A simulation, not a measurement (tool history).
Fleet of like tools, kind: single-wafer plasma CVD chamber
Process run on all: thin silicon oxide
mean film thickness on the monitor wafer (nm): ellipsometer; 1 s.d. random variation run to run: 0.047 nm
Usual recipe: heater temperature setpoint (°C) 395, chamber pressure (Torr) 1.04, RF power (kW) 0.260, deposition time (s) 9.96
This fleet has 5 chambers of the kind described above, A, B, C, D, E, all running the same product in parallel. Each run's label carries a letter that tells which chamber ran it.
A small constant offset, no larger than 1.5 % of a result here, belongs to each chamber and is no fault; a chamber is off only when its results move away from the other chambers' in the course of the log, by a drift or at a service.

run   hour  heater temperature setpoint (°C)  chamber pressure (Torr)  RF power (kW)  deposition time (s)  read-back reference wafer on the same gauge, thickness_nm  mean film thickness on the monitor wafer (nm)
 1E   12.7                               395                     1.04          0.260                 9.96                                                     21.595                                         21.264
 2D   25.4                               395                     1.04          0.260                 9.96                                                     21.590                                         21.393
 3B   38.0                               395                     1.04          0.260                 9.96                                                     21.608                                         21.095
 4A   48.7                               395                     1.04          0.260                 9.96                                                     21.589                                         21.331
 5C   57.4                               395                     1.04          0.260                 9.96                                                     21.607                                         21.243
 6E   64.4                               395                     1.04          0.260                 9.96                                                     21.602                                         21.185
 7B   71.4                               395                     1.04          0.260                 9.96                                                     21.594                                         21.083
      76.6  -- chamber B: RF generator calibrated
 8C   78.9                               395                     1.04          0.260                 9.96                                                     21.587                                         21.278
 9A   86.1                               395                     1.04          0.260                 9.96                                                     21.589                                         21.403
10D   95.8                               395                     1.04          0.260                 9.96                                                     21.604                                         21.535
11C  110.1                               395                     1.04          0.260                 9.96                                                     21.602                                         21.287
     114.9  -- chamber C: thermocouple changed; heater temperature recalibrated
     118.5  -- chamber B: thermocouple changed; heater temperature recalibrated
12A  124.2                               395                     1.04          0.260                 9.96                                                     21.607                                         21.371
13E  131.5                               395                     1.04          0.260                 9.96                                                     21.609                                         21.239
14D  140.7                               395                     1.04          0.300                 9.96                                                     21.606                                         22.601
15B  150.6                               395                     1.04          0.300                 9.96                                                     21.599                                         22.447
16D  157.6                               395                     1.04          0.300                 9.96                                                     21.603                                         22.567
17C  166.8                               395                     1.04          0.300                 9.96                                                     21.607                                         22.646
18A  178.7                               395                     1.04          0.300                 9.96                                                     21.592                                         22.741
19E  193.4                               395                     1.04          0.260                 9.96                                                     21.599                                         21.210
20B  202.0                               395                     1.04          0.260                 9.96                                                     21.598                                         21.093
21A  215.0                               395                     1.23          0.260                 9.96                                                     21.592                                         23.766
22D  225.2                               395                     1.23          0.260                 9.96                                                     21.582                                         23.551
23C  235.6                               395                     1.23          0.260                 9.96                                                     21.603                                         23.634
24E  246.8                               395                     1.23          0.260                 9.96                                                     21.593                                         23.517
25B  260.6                               395                     1.23          0.260                 9.96                                                     21.598                                         23.458
26A  275.7                               395                     1.04          0.260                 9.96                                                     21.609                                         21.337
27E  291.0                               395                     1.04          0.260                 9.96                                                     21.608                                         21.164
28C  304.6                               395                     1.04          0.260                 9.96                                                     21.597                                         21.229
29D  318.9                               395                     1.04          0.260                 9.96                                                     21.594                                         21.098
30B  327.5                               395                     1.04          0.260                 9.96                                                     21.593                                         21.150
31C  342.0                               395                     1.04          0.260                 9.96                                                     21.593                                         21.358
32D  351.0                               383                     1.04          0.260                 9.21                                                     21.599                                         19.595
33E  365.0                               383                     1.04          0.260                 9.21                                                     21.595                                         19.800

The same settings go to every chamber for the next run, one line per chamber below. Forecast the results for each:
34A  376.3                               395                     1.04          0.260                 9.96                                                                                                         ?
34B  376.3                               395                     1.04          0.260                 9.96                                                                                                         ?
34C  376.3                               395                     1.04          0.260                 9.96                                                                                                         ?
34D  376.3                               395                     1.04          0.260                 9.96                                                                                                         ?
34E  376.3                               395                     1.04          0.260                 9.96                                                                                                         ?

run  mean film thickness on the monitor wafer (nm)
34A                                         21.362
34B                                         21.085
34C                                         21.226
34D                                         20.965
34E                                         21.184
